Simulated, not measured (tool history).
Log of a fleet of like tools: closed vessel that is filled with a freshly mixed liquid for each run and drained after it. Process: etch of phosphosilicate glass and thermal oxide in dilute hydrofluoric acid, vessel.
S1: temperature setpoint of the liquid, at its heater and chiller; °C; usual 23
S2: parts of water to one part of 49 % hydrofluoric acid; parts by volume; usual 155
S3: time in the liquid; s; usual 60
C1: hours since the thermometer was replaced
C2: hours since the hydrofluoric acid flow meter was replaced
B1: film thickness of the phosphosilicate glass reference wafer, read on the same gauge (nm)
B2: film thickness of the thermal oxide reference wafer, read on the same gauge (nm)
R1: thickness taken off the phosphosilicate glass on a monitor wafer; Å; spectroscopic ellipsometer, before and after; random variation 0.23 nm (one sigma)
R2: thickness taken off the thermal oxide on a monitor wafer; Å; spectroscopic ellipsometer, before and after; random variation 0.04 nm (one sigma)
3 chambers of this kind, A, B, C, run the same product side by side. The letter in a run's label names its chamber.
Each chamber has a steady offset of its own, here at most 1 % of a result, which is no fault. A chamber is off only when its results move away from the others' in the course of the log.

run     day  S1   S2  S3      C1     C2      B1      B2      R1      R2
 1C   0.388  23  155  60   939.1  806.3  120.04  30.018  365.75  14.873
 2B   0.775  23  155  60   518.1  146.6  119.97  29.977  366.32  15.768
 3A   1.225  23  155  60  1537.4  415.4  119.98  30.000  362.96  15.508
 4B   1.596  23  155  60   537.8  166.3  120.03  29.975  365.94  15.468
 5A   2.158  23  155  60  1559.8  437.8  119.98  29.959  361.69  15.698
 6C   2.500  23  155  60   989.8  857.0  120.01  29.980  366.20  15.494
 7C   2.921  23  155  60   999.9  867.1  119.98  29.995  367.57  15.442
 8B   3.362  23  155  60   580.2  208.7  120.06  29.977  370.05  15.292
 9A   3.758  23  155  60  1598.2  476.2  119.96  30.023  360.45  14.807
10B   4.112  23  155  60   598.2  226.7  119.99  29.985  369.32  15.891
11C   4.692  23  155  60  1042.4  909.6  119.99  29.978  365.25  15.602
12A   5.212  23  155  60  1633.1  511.1  119.98  29.974  363.91  15.370
      5.400  -- chamber C: hydrofluoric acid flow meter replaced
13B   5.671  23  155  60   635.6  264.1  120.01  30.013  368.22  15.460
14C   6.250  23  155  60  1079.8   20.4  120.04  29.963  365.58  15.352
15A   6.608  23  155  60  1666.6  544.6  120.02  29.995  366.17  15.843
16A   7.033  23  155  60  1676.8  554.8  119.99  30.030  365.08  14.959
17C   7.571  23  155  60  1111.5   52.1  120.02  29.966  369.36  15.541
18B   7.888  23  155  60   688.8  317.3  120.00  29.971  369.26  15.636
19A   8.350  23  155  60  1708.4  586.4  119.98  30.011  363.81  15.620
20C   8.779  23  105  45  1140.5   81.1  120.03  29.959  427.84  17.425
      9.042  -- chamber A: thermometer replaced
21B   9.304  23  105  45   722.8  351.3  119.96  29.982  429.36  18.834
22C   9.692  23  105  45  1162.4  103.0  120.03  29.989  427.57  18.402
23A  10.062  23  155  60    24.6  627.5  119.98  29.984  364.34  15.913
24B  10.354  23  155  60   748.0  376.5  119.99  29.991  368.75  15.394
25A  10.750  23  155  60    41.1  644.0  119.95  29.985  364.82  15.383
26B  11.108  23  155  60   766.1  394.6  120.04  29.994  365.70  15.673
27C  11.492  23  155  60  1205.6  146.2  119.96  30.007  370.62  15.575

What goes on in this fleet: one chamber off, a drifting gauge, or nothing beyond the chambers' own small offsets? Name the chamber and the cause, if any.

No chamber stands off beyond its own small offset, and the gauge holds steady.
